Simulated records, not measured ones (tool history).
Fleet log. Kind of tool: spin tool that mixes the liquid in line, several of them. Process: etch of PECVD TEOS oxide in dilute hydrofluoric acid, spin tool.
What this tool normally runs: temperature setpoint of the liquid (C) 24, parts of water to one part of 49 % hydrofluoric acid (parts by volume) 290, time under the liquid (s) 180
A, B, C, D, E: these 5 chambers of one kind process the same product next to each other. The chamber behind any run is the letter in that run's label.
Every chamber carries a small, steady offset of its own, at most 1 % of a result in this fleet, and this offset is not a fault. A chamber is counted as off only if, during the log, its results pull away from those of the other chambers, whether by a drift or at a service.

run,hour,temperature setpoint of the liquid (C),parts of water to one part of 49 % hydrofluoric acid (parts by volume),time under the liquid (s),"read-back film thickness of the PECVD TEOS oxide reference wafer, read on the same gauge (nm)",thickness taken off the PECVD TEOS oxide on a monitor wafer (angstrom)
1C,8.5,24,290,180,50,42.972
2A,19.5,24,290,180,50.053,43.104
3E,26.2,24,290,180,49.961,42.774
4D,35.6,24,290,180,50,42.803
5B,42,24,290,180,50.041,42.919
6D,51.1,24,290,180,49.974,43.051
7B,57,24,290,180,49.998,42.144
8A,68.1,19,290,180,50.014,35.395
9E,77.9,19,290,180,49.975,35.603
10C,84.1,19,290,180,49.957,36.266
11B,93,19,290,180,50.053,35.659
12E,103.6,19,290,180,49.934,35.62
13C,116.7,24,290,180,49.918,42.835
14D,128.1,24,290,180,50.016,42.804
15A,137.2,24,290,180,50.023,43.62
16E,147.2,24,290,180,49.988,42.072
17D,157,24,345,215,49.955,40.09
18A,163.5,24,345,215,50.076,40.673
19C,171.7,24,345,215,49.988,40.391
20B,181.8,24,345,215,50.022,40.274
21B,187.9,24,345,215,49.972,41.071
# hour 188.1: chamber D: thermometer replaced
22A,199.3,24,290,180,50.019,42.408
23C,211.5,24,290,180,50.06,42.878
24E,217.4,24,290,180,49.959,41.705
# hour 217.7: chamber B: hydrofluoric acid flow meter replaced
25D,223.3,24,290,180,50.007,42.913
26B,232.5,24,290,180,50.002,42.655
27A,238.4,24,290,180,50.022,42.289
28C,245.8,24,290,180,49.964,43.18
29E,253.8,24,290,180,50.018,40.697
30D,263.8,24,290,180,49.978,42.812
31E,271.4,24,290,180,49.979,40.656
32C,278.2,24,290,180,50.03,42.565
33B,286.7,24,290,180,50.028,42.957
34A,295.1,24,290,180,49.957,43.742

Decide between three cases: one chamber stands off from its peers, the gauge reading all wafers drifts, or nothing is wrong past each chamber's small offset. Where a chamber is off, say which and what most likely put it there.

One chamber, E, drifts off from the rest bit by bit.
What lies behind it: hydrofluoric acid flow below the setpoint (%) = 5.09.
The log may not separate it from: liquid colder than its thermometer reads (K).

Below are 4 candidate recipes for chamber E's next run, each the usual settings with a change, their results shown as question marks. Which of them brings E's results back in line with what the other chambers give on the usual settings?
To be in line, a result may differ from the other chambers' mean on the usual settings by at most: thickness taken off the PECVD TEOS oxide on a monitor wafer (angstrom) 1.2
35E-1,304.5,24.5,290,180,,?
35E-2,304.5,24,295,180,,?
35E-3,304.5,24,290,190,,?
35E-4,304.5,24,305,180,,?

The mean the other chambers reach with the usual settings: thickness taken off the PECVD TEOS oxide on a monitor wafer (angstrom) 42.875
run,thickness taken off the PECVD TEOS oxide on a monitor wafer (angstrom)
35E-1,40.871
35E-2,39.277
35E-3,42.389
35E-4,37.605
35E-3 puts the chamber back in line with the other chambers.

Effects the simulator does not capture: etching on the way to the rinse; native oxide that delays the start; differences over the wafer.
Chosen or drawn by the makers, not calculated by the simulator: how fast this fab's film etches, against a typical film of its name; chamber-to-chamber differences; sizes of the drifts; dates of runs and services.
